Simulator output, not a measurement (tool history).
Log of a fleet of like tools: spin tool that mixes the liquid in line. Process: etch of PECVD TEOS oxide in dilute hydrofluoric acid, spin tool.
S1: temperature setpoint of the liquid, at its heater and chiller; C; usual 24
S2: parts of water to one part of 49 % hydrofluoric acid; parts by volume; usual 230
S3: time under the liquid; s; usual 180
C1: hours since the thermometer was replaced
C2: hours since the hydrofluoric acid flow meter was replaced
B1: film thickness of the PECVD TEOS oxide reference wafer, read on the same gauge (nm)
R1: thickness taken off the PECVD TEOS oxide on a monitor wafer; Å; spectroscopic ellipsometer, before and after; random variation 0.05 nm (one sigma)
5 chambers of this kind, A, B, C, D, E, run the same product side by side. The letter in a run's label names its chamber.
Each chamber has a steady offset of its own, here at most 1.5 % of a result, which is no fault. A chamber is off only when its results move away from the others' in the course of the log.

run   hour    S1   S2   S3      C1      C2      B1      R1
 1B      7    24  230  180   261.8   723.5  59.986  57.147
 2C   11.6    24  230  180   741.6   537.9  60.008  57.436
 3A   15.9    24  230  180     688   867.1  59.994  57.856
 4E     22    24  230  180   409.2   762.6  60.017  58.163
 5D   25.9    24  230  180  1604.8     357  60.003  57.866
 6C   31.8    24  230  180   761.8   558.1  59.997  58.118
 7A   36.7    24  230  180   708.8   887.9  60.012  57.907
 8D   40.6    24  230  180  1619.5   371.7  59.992  58.095
 9E   45.6    24  230  180   432.8   786.2  59.989  58.364
10B   50.9    24  230  180   305.7   767.4      60  56.791
11D   54.6    24  230  180  1633.5   385.7  59.982  57.664
12C   60.3  19.5  195  180   790.3   586.6  60.002  59.946
13A   65.9  19.5  195  180     738   917.1  60.008  59.684
14E   73.2  19.5  195  180   460.4   813.8      60  59.014
15B   76.7  19.5  195  180   331.5   793.2  59.991  58.474
16D   84.1  19.5  195  180    1663   415.2  59.998  59.303
17E   90.3  26.5  230  180   477.5   830.9   59.99   63.36
18C   94.2  26.5  230  180   824.2   620.5  60.001  62.994
19B   98.1  26.5  230  180   352.9   814.6  59.998  62.362
20A  104.8  26.5  230  180   776.9     956  60.002  64.743
21C  108.7  26.5  230  180   838.7     635  59.998  62.447
22E  112.7    24  230  180   499.9   853.3  60.008  58.446
23D  119.9    24  230  180  1698.8     451  59.989   57.01
24A  124.1    24  230  180   796.2   975.3  60.005  60.739
25B  129.7    24  230  180   384.5   846.2  60.008  57.642
26D  134.3    24  230  180  1713.2   465.4  59.994  57.736
27A    139    24  305  180   811.1   990.2  60.013  42.336
28B  143.4    24  305  180   398.2   859.9  60.004  39.668
29C  150.4    24  305  180   880.4   676.7  60.002  41.008
30E  155.1    24  305  180   542.3   895.7  59.987  39.366
     157.8  -- chamber D: thermometer replaced
31D  159.5    24  305  180     1.7   490.6  60.002  41.413
     162.9  -- chamber D: hydrofluoric acid flow meter replaced
32E  166.8    24  230  180     554   907.4  60.005  56.554
33C  171.5    24  230  180   901.5   697.8  60.003  57.834
34B  177.6    24  230  135   432.4   894.1  60.002  43.025
35A  180.9    24  230  135     853  1032.1  59.981  47.302
36A  187.4    24  230  135   859.5  1038.6  60.004  47.154
37D  193.7    24  230  135    35.9    30.9  60.006  43.509

Is one chamber off against the others, does the gauge drift, or is nothing wrong? If a chamber is off, say which, and what the likeliest cause is.

Chamber A drifts away from the others.
Cause: hydrofluoric acid flow above the setpoint (%) = 6.2.
The log may not tell that from: liquid hotter than its thermometer reads (K).

Here are 4 candidates for chamber A's next run, each the usual settings with a change, their results left as question marks. Which one brings its results back in line with what the others give on the usual settings?
In line means no further than this from the other chambers' mean on the usual settings: R1 1.7 Å
38A-1   199    22  230  180               ?
38A-2   199  24.5  200  180               ?
38A-3   199    26  230  180               ?
38A-4   199  19.5  230  180               ?

The other chambers' mean on the usual settings: R1 57.595 Å
  run      R1
38A-1  57.804
38A-2  75.018
38A-3  67.007
38A-4  52.534
38A-1 brings the chamber back in line.
